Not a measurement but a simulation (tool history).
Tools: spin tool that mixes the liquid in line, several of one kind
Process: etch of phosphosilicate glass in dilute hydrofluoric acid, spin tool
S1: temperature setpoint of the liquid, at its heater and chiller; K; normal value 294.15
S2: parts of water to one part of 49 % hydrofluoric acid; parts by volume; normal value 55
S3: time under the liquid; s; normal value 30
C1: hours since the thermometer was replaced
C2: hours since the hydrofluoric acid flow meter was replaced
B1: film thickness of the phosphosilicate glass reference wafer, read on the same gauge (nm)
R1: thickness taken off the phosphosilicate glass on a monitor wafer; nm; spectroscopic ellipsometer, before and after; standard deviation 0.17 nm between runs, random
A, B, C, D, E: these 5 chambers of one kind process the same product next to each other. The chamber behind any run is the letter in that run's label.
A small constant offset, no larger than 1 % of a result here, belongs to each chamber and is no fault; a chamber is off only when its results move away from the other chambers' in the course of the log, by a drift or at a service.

run,hour,S1,S2,S3,C1,C2,B1,R1
1B,7.8,294.15,55,30,1137.1,322.6,29.998,38.024
2C,14.0,294.15,55,30,167.8,1038.2,29.988,38.818
3E,23.4,294.15,55,30,1292.9,1258.9,29.996,39.154
4A,33.2,294.15,55,30,826.0,503.4,30.016,38.542
5D,40.6,294.15,55,30,579.8,145.6,30.008,38.728
6E,46.2,294.15,55,30,1315.7,1281.7,29.975,39.277
7A,51.1,294.15,55,30,843.9,521.3,30.027,38.733
# hour 54.0: chamber B: thermometer replaced
8C,57.0,294.15,55,30,210.8,1081.2,29.991,38.798
9D,62.4,294.15,55,30,601.6,167.4,29.995,38.831
10B,71.0,294.15,55,30,17.1,385.8,30.007,38.534
11E,78.5,294.15,55,30,1348.0,1314.0,29.990,38.845
12D,85.3,294.15,55,30,624.5,190.3,29.987,38.699
13B,93.6,294.15,55,30,39.7,408.4,30.017,38.306
14C,99.8,294.15,55,30,253.6,1124.0,30.000,38.573
15A,105.4,294.15,55,30,898.2,575.6,29.984,38.840
16A,112.0,294.15,55,30,904.8,582.2,30.016,38.926
17B,118.6,294.15,55,30,64.7,433.4,29.988,38.237
18C,125.6,294.15,55,30,279.4,1149.8,30.001,38.597
19E,133.5,294.15,55,30,1403.0,1369.0,30.019,39.049
20D,140.7,294.15,55,30,679.9,245.7,29.980,38.679
# hour 144.4: chamber B: hydrofluoric acid flow meter replaced
21A,147.7,294.15,55,30,940.5,617.9,30.014,38.915
22D,156.8,294.15,55,45,696.0,261.8,30.003,57.897
23C,164.5,294.15,55,45,318.3,1188.7,30.000,58.098
24E,172.1,294.15,55,45,1441.6,1407.6,30.023,58.373
25B,180.9,294.15,55,45,127.0,36.6,30.018,58.202
26B,188.2,294.15,55,45,134.3,43.9,30.000,57.933
27C,193.5,294.15,55,50,347.3,1217.7,29.969,64.262
28D,200.2,294.15,55,50,739.4,305.2,30.002,64.267
29E,205.3,294.15,55,50,1474.8,1440.8,30.033,64.944
30A,212.5,294.15,55,50,1005.3,682.7,29.986,64.724
31C,219.9,294.15,55,50,373.7,1244.1,29.997,64.210
32B,229.2,294.15,55,30,175.3,84.9,29.985,38.788
33E,238.2,298.65,55,35,1507.7,1473.7,30.027,54.737
34D,243.0,298.65,55,35,782.2,348.0,29.996,54.470
35A,251.3,298.65,55,35,1044.1,721.5,29.986,54.625
36C,261.2,298.65,55,35,415.0,1285.4,29.987,54.091
37B,267.8,298.65,55,35,213.9,123.5,29.981,53.615
38D,275.2,292.65,55,30,814.4,380.2,29.992,36.060
39A,282.4,292.65,55,30,1075.2,752.6,30.012,36.391
40E,292.0,292.65,55,30,1561.5,1527.5,29.988,36.585

Next, all 5 chambers run the settings below, one line each with question marks for the results. What does each chamber give?
41A,299.1,294.15,55,30,,,,?
41B,299.1,294.15,55,30,,,,?
41C,299.1,294.15,55,30,,,,?
41D,299.1,294.15,55,30,,,,?
41E,299.1,294.15,55,30,,,,?

run,R1
41A,38.947
41B,38.668
41C,38.689
41D,38.551
41E,39.227
